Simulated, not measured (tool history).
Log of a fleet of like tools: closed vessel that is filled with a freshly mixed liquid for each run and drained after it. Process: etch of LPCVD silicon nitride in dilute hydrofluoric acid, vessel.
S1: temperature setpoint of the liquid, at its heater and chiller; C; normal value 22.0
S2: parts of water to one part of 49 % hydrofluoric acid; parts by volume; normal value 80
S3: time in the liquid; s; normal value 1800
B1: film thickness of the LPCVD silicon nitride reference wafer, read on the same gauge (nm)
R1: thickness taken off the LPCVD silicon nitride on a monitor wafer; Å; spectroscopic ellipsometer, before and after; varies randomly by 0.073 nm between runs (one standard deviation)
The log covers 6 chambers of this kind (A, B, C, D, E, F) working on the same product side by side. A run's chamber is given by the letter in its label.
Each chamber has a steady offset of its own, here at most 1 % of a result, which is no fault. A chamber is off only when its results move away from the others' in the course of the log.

run   hour    S1   S2    S3      B1       R1
 1B    9.6  22.0   80  1800  59.988   89.782
 2E   21.7  22.0   80  1800  60.019   89.111
 3F   27.8  22.0   80  1800  60.001   89.124
 4A   34.6  22.0   80  1800  59.963   91.783
 5C   48.0  17.5   45  1800  59.971  117.120
 6D   59.0  17.5   45  1800  59.988  117.960
 7C   70.2  17.5   45  1800  59.972  114.620
 8B   78.2  17.5   45  1800  59.991  114.530
 9E   85.5  17.5   45  1800  59.995  116.080
10A   97.2  17.5   45  1800  59.996  115.960
11D  108.6  22.0   80  1800  59.986   91.077
12F  117.0  22.0   80  1800  60.001   91.304
13A  124.5  22.0   80  1800  60.008   90.369
     132.7  -- chamber B: hydrofluoric acid flow meter replaced
14C  133.5  22.0   80  1800  60.007   88.930
     133.7  -- chamber E: thermometer replaced
     135.5  -- chamber D: hydrofluoric acid flow meter replaced
15E  142.8  22.0   80  1800  59.976   89.367
16F  150.2  22.0   80  2810  60.044  139.690
17B  161.1  22.0   80  2810  60.009  141.430
18D  172.9  22.0   80  2810  60.031  142.900
19E  179.7  22.0   80  2810  59.971  141.350
     181.3  -- chamber C: thermometer replaced
20C  192.3  22.0   80  2810  59.997  135.790
21F  199.4  22.0   80  2810  59.991  141.730
22B  205.9  22.0   80  1800  60.006   88.941
23A  212.2  22.0   80  1800  59.992   88.511
24D  219.3  22.0   80  1800  60.004   89.516
25B  230.0  22.0   80  1800  60.035   91.647
     235.4  -- chamber D: thermometer replaced
26C  241.8  22.0   80  1800  59.982   85.432
27D  249.3  22.0   80  1800  59.991   90.761
28A  260.9  22.0   80  1800  60.012   88.911
29E  268.8  22.0   80  1800  59.993   90.950
30F  280.9  22.0   80  1800  60.029   89.076
31B  292.9  22.0   80  1800  60.034   91.432
32D  304.0  22.0  115  2385  59.988   83.932
33A  313.2  22.0  115  2385  60.017   83.312
34C  326.1  22.0  115  2385  59.994   76.429
35E  333.2  22.0  115  2385  60.044   83.864
36F  342.2  22.0  115  2385  60.007   83.281
37B  352.8  22.0  115  2385  60.016   83.707

What goes on in this fleet: one chamber off, a drifting gauge, or nothing beyond the chambers' own small offsets? Name the chamber and the cause, if any.

It is chamber C that slowly wanders off from its peers.
What lies behind it: hydrofluoric acid flow below the setpoint (%) = 10.6.

Here are 4 candidates for chamber C's next run, each the usual settings with a change, their results left as question marks. Which one brings its results back in line with what the others give on the usual settings?
Counts as in line when no further than this from what the other chambers average on the usual settings: R1 2.600 Å
38C-1  362.8  22.5  80  2010       ?
38C-2  362.8  21.5  80  1685       ?
38C-3  362.8  21.5  90  1800       ?
38C-4  362.8  23.5  80  1800       ?

Average result of the remaining chambers running the usual settings: R1 90.369 Å
  run      R1
38C-1  94.419
38C-2  74.052
38C-3  70.579
38C-4  90.331
The answer is 38C-4, which returns the chamber to within the allowed miss of the others.

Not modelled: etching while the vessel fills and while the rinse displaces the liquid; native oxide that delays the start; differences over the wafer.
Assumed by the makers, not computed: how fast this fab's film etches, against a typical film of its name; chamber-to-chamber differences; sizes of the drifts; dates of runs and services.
